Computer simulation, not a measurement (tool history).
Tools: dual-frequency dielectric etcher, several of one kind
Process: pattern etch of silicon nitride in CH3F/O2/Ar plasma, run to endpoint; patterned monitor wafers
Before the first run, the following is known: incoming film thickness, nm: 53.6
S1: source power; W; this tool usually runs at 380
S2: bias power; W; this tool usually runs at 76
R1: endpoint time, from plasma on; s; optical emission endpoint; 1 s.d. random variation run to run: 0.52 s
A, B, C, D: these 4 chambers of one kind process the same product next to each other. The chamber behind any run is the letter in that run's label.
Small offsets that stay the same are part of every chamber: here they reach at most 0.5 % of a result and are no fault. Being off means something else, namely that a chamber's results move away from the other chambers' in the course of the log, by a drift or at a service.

Run 1C, day 0.325: usual settings. Result: R1 77.391 s.
Run 2D, day 0.871: usual settings. Result: R1 77.213 s.
At day 0.888: chamber A: wet clean of the chamber.
Run 3A, day 1.321: usual settings. Result: R1 77.009 s.
Run 4B, day 1.808: usual settings. Result: R1 77.166 s.
Run 5D, day 2.162: usual settings. Result: R1 77.586 s.
Run 6A, day 2.525: usual settings. Result: R1 78.212 s.
At day 2.629: chamber B: wet clean of the chamber.
Run 7B, day 2.804: usual settings. Result: R1 77.367 s.
Run 8C, day 3.092: usual settings. Result: R1 77.441 s.
Run 9C, day 3.583: usual settings. Result: R1 76.091 s.
Run 10A, day 4.038: usual settings but S1 330 W. Result: R1 81.830 s.
Run 11D, day 4.496: usual settings but S1 330 W. Result: R1 81.819 s.
Run 12B, day 4.842: usual settings but S1 330 W. Result: R1 81.832 s.
Run 13A, day 5.200: usual settings but S1 330 W. Result: R1 81.102 s.
At day 5.229: chamber D: wet clean of the chamber.
Run 14C, day 5.483: usual settings. Result: R1 75.499 s.
Run 15B, day 5.800: usual settings. Result: R1 77.208 s.
Run 16D, day 6.279: usual settings. Result: R1 77.253 s.
Run 17C, day 6.708: usual settings. Result: R1 75.449 s.
Run 18D, day 7.017: usual settings. Result: R1 76.998 s.
Run 19A, day 7.500: usual settings. Result: R1 77.200 s.
Run 20B, day 7.933: usual settings. Result: R1 76.706 s.
Run 21C, day 8.308: usual settings. Result: R1 74.060 s.
Run 22A, day 8.658: usual settings but S1 290 W, S2 91 W. Result: R1 80.880 s.
Run 23D, day 9.171: usual settings but S1 290 W, S2 91 W. Result: R1 79.846 s.
Run 24B, day 9.546: usual settings but S1 290 W, S2 91 W. Result: R1 80.309 s.
Run 25B, day 9.908: usual settings but S1 290 W, S2 91 W. Result: R1 79.885 s.
Run 26D, day 10.238: usual settings. Result: R1 78.391 s.
Run 27A, day 10.783: usual settings. Result: R1 77.861 s.
Run 28C, day 11.254: usual settings but S2 67 W. Result: R1 77.940 s.
Run 29D, day 11.650: usual settings but S2 67 W. Result: R1 80.603 s.

For the next run the whole fleet of 4 chambers uses the same settings. Give each chamber's results:
Run 30A, day 12.054: usual settings but S2 87 W. Result: R1 ?.
Run 30B, day 12.054: usual settings but S2 87 W. Result: R1 ?.
Run 30C, day 12.054: usual settings but S2 87 W. Result: R1 ?.
Run 30D, day 12.054: usual settings but S2 87 W. Result: R1 ?.

run      R1
30A  73.849
30B  73.792
30C  71.069
30D  73.446
